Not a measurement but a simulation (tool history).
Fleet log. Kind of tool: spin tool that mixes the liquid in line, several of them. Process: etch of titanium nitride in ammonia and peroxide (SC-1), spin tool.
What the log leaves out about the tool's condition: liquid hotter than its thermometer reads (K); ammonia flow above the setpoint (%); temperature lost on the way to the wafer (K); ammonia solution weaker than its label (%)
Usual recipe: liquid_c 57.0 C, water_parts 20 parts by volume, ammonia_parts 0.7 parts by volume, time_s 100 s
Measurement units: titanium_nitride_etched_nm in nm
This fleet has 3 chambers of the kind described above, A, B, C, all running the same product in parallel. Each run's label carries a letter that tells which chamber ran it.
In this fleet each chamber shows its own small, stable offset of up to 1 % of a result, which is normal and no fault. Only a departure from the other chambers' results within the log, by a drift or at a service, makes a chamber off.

| run | hour | liquid_c | water_parts | ammonia_parts | time_s | hours since the thermometer was replaced | hours since the ammonia flow meter was replaced | hours since the heated supply line was repaired | hours since the drum of ammonia solution was connected | read-back film thickness of the titanium nitride reference wafer, read on the same gauge (nm) | titanium_nitride_etched_nm |
|---|---|---|---|---|---|---|---|---|---|---|---|
| 1A | 9.3 | 57.0 | 20 | 0.7 | 100 | 346.6 | 379.2 | 22.3 | 357.3 | 59.996 | 5.9672 |
| 2B | 15.3 | 57.0 | 20 | 0.7 | 100 | 443.3 | 39.9 | 1717.1 | 807.6 | 60.004 | 5.9941 |
| 3C | 22.1 | 57.0 | 20 | 0.7 | 100 | 1081.6 | 1190.8 | 795.6 | 347.6 | 60.015 | 5.8761 |
| 4A | 29.6 | 57.0 | 20 | 0.7 | 100 | 366.9 | 399.5 | 42.6 | 377.6 | 60.006 | 5.9447 |
| 5B | 42.5 | 57.0 | 20 | 0.7 | 100 | 470.5 | 67.1 | 1744.3 | 834.8 | 59.991 | 5.9360 |
| 6C | 50.6 | 57.0 | 20 | 0.7 | 130 | 1110.1 | 1219.3 | 824.1 | 376.1 | 60.009 | 7.6388 |
| 7B | 61.7 | 57.0 | 20 | 0.7 | 130 | 489.7 | 86.3 | 1763.5 | 854.0 | 60.016 | 7.8084 |
| 8A | 73.9 | 57.0 | 20 | 0.7 | 130 | 411.2 | 443.8 | 86.9 | 421.9 | 60.024 | 7.7470 |
| 9C | 86.7 | 57.0 | 20 | 0.7 | 100 | 1146.2 | 1255.4 | 860.2 | 412.2 | 60.009 | 5.9055 |
|  | 93.5 | chamber B: new drum of ammonia solution connected |
| 10B | 99.9 | 57.0 | 20 | 0.7 | 100 | 527.9 | 124.5 | 1801.7 | 6.4 | 60.004 | 5.9668 |
| 11C | 112.2 | 57.0 | 20 | 0.7 | 100 | 1171.7 | 1280.9 | 885.7 | 437.7 | 60.006 | 5.9097 |
| 12A | 124.0 | 57.0 | 20 | 0.7 | 100 | 461.3 | 493.9 | 137.0 | 472.0 | 60.000 | 5.9347 |
|  | 131.0 | chamber A: thermometer replaced |
| 13B | 135.5 | 57.0 | 20 | 0.7 | 100 | 563.5 | 160.1 | 1837.3 | 42.0 | 60.014 | 6.0472 |
| 14A | 142.6 | 57.0 | 20 | 0.7 | 100 | 11.6 | 512.5 | 155.6 | 490.6 | 60.004 | 5.9560 |
| 15C | 155.0 | 57.0 | 20 | 0.7 | 100 | 1214.5 | 1323.7 | 928.5 | 480.5 | 59.996 | 5.8605 |
| 16A | 161.2 | 57.0 | 20 | 0.7 | 100 | 30.2 | 531.1 | 174.2 | 509.2 | 60.000 | 5.9493 |
| 17C | 171.5 | 57.0 | 20 | 0.7 | 100 | 1231.0 | 1340.2 | 945.0 | 497.0 | 59.984 | 5.8033 |
| 18B | 182.2 | 57.0 | 20 | 0.7 | 100 | 610.2 | 206.8 | 1884.0 | 88.7 | 59.994 | 5.9497 |
|  | 183.7 | chamber B: heated supply line repaired |
| 19B | 191.3 | 57.0 | 20 | 0.7 | 100 | 619.3 | 215.9 | 7.6 | 97.8 | 60.001 | 5.9991 |
|  | 196.3 | chamber A: new drum of ammonia solution connected |
| 20C | 201.3 | 57.0 | 20 | 0.7 | 100 | 1260.8 | 1370.0 | 974.8 | 526.8 | 60.007 | 5.7629 |
| 21A | 207.8 | 57.0 | 20 | 0.7 | 100 | 76.8 | 577.7 | 220.8 | 11.5 | 60.013 | 6.0284 |
| 22B | 214.0 | 57.0 | 20 | 0.7 | 100 | 642.0 | 238.6 | 30.3 | 120.5 | 59.981 | 5.9786 |
| 23C | 221.6 | 57.0 | 20 | 0.7 | 50 | 1281.1 | 1390.3 | 995.1 | 547.1 | 59.997 | 2.8635 |
| 24A | 233.2 | 57.0 | 20 | 0.7 | 50 | 102.2 | 603.1 | 246.2 | 36.9 | 60.011 | 2.9936 |
|  | 236.6 | chamber C: new drum of ammonia solution connected |
| 25C | 240.9 | 57.0 | 20 | 0.7 | 50 | 1300.4 | 1409.6 | 1014.4 | 4.4 | 60.001 | 2.8283 |
| 26A | 251.8 | 57.0 | 20 | 0.7 | 100 | 120.8 | 621.7 | 264.8 | 55.5 | 60.004 | 5.9840 |

Is one chamber off against the others, does the gauge drift, or is nothing wrong? If a chamber is off, say which, and what the likeliest cause is.

It is chamber C that slowly wanders off from its peers.
Most likely cause: temperature lost on the way to the wafer (K) = 0.7.
Not necessarily distinguishable in this log from: liquid colder than its thermometer reads (K).

Here are 4 candidates for chamber C's next run, each the usual settings with a change, their results left as question marks. Which one brings its results back in line with what the others give on the usual settings?
In line here means within this much of the mean the other chambers give on the usual settings: titanium_nitride_etched_nm 0.1100 nm
| 27C-1 | 261.4 | 58.0 | 20.0 | 0.7 | 100 |  |  |  |  |  | ? |
| 27C-2 | 261.4 | 57.0 | 19.5 | 0.7 | 100 |  |  |  |  |  | ? |
| 27C-3 | 261.4 | 57.0 | 22.0 | 0.7 | 100 |  |  |  |  |  | ? |
| 27C-4 | 261.4 | 57.0 | 20.5 | 0.7 | 100 |  |  |  |  |  | ? |

Other chambers, usual settings, mean: titanium_nitride_etched_nm 5.9731 nm
| run | titanium_nitride_etched_nm |
|---|---|
| 27C-1 | 6.0046 |
| 27C-2 | 5.6945 |
| 27C-3 | 5.3303 |
| 27C-4 | 5.5410 |
27C-1 puts the chamber back in line with the other chambers.
